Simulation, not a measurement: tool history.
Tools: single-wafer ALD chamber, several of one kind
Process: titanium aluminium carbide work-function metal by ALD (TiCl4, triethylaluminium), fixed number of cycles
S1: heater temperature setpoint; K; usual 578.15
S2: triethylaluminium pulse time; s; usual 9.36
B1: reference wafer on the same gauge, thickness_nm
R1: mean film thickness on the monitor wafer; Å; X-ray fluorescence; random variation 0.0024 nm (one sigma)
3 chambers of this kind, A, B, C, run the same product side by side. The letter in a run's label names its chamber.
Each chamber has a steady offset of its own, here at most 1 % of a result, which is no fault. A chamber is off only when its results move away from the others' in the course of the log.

Run 1C, day 0.479: usual settings; B1 1.6908. Result: R1 20.342 Å.
Run 2B, day 0.917: usual settings; B1 1.6903. Result: R1 20.085 Å.
Run 3A, day 1.267: usual settings; B1 1.6905. Result: R1 20.268 Å.
Run 4C, day 1.658: usual settings; B1 1.6911. Result: R1 20.386 Å.
Run 5A, day 2.204: usual settings; B1 1.6912. Result: R1 20.307 Å.
Run 6B, day 2.671: usual settings; B1 1.6910. Result: R1 20.134 Å.
Run 7A, day 3.046: usual settings; B1 1.6917. Result: R1 20.331 Å.
Run 8B, day 3.346: usual settings; B1 1.6919. Result: R1 20.161 Å.
Run 9C, day 3.971: usual settings; B1 1.6923. Result: R1 20.423 Å.
Run 10B, day 4.529: usual settings but S1 567.15 K, S2 6.67 s; B1 1.6920. Result: R1 17.978 Å.
Run 11A, day 4.808: usual settings but S1 567.15 K, S2 6.67 s; B1 1.6927. Result: R1 18.133 Å.
Run 12C, day 5.433: usual settings but S1 567.15 K, S2 6.67 s; B1 1.6927. Result: R1 18.295 Å.
Run 13B, day 5.762: usual settings but S1 589.15 K; B1 1.6926. Result: R1 21.110 Å.
Run 14C, day 6.133: usual settings but S1 589.15 K; B1 1.6932. Result: R1 21.389 Å.
Run 15A, day 6.575: usual settings but S1 589.15 K; B1 1.6935. Result: R1 21.289 Å.
Run 16B, day 7.017: usual settings but S1 589.15 K, S2 7.66 s; B1 1.6935. Result: R1 20.416 Å.
Run 17A, day 7.621: usual settings but S1 589.15 K, S2 7.66 s; B1 1.6939. Result: R1 20.530 Å.
Run 18C, day 8.017: usual settings but S1 589.15 K, S2 7.66 s; B1 1.6940. Result: R1 20.696 Å.
Run 19A, day 8.292: usual settings; B1 1.6945. Result: R1 20.383 Å.
Run 20B, day 8.858: usual settings; B1 1.6948. Result: R1 20.169 Å.
Run 21C, day 9.350: usual settings; B1 1.6946. Result: R1 20.425 Å.
Run 22C, day 9.767: usual settings but S1 566.15 K, S2 5.79 s; B1 1.6947. Result: R1 17.497 Å.
Run 23A, day 10.100: usual settings but S1 566.15 K, S2 5.79 s; B1 1.6951. Result: R1 17.307 Å.
At day 10.142: chamber B: triethylaluminium bottle replaced.
Run 24B, day 10.425: usual settings but S1 566.15 K, S2 5.79 s; B1 1.6956. Result: R1 17.244 Å.
Run 25C, day 10.988: usual settings; B1 1.6960. Result: R1 20.456 Å.
Run 26B, day 11.442: usual settings but S1 568.15 K; B1 1.6959. Result: R1 19.311 Å.
Run 27A, day 12.021: usual settings but S1 568.15 K; B1 1.6957. Result: R1 19.478 Å.
Run 28A, day 12.525: usual settings but S1 568.15 K; B1 1.6969. Result: R1 19.529 Å.
Run 29B, day 13.096: usual settings; B1 1.6972. Result: R1 20.166 Å.
Run 30C, day 13.588: usual settings; B1 1.6969. Result: R1 20.473 Å.
Run 31A, day 13.875: usual settings; B1 1.6968. Result: R1 20.430 Å.
Run 32C, day 14.258: usual settings but S1 571.15 K, S2 7.74 s; B1 1.6980. Result: R1 19.256 Å.
Run 33B, day 14.617: usual settings but S1 571.15 K, S2 7.74 s; B1 1.6979. Result: R1 19.013 Å.
Run 34A, day 14.950: usual settings but S1 571.15 K, S2 7.74 s; B1 1.6983. Result: R1 19.168 Å.
Run 35C, day 15.475: usual settings; B1 1.6979. Result: R1 20.516 Å.

All 3 chambers run these settings next. Forecast each chamber's results:
Run 36A, day 15.925: usual settings but S2 11.94 s. Result: R1 ?.
Run 36B, day 15.925: usual settings but S2 11.94 s. Result: R1 ?.
Run 36C, day 15.925: usual settings but S2 11.94 s. Result: R1 ?.

run      R1
36A  20.860
36B  20.725
36C  20.993
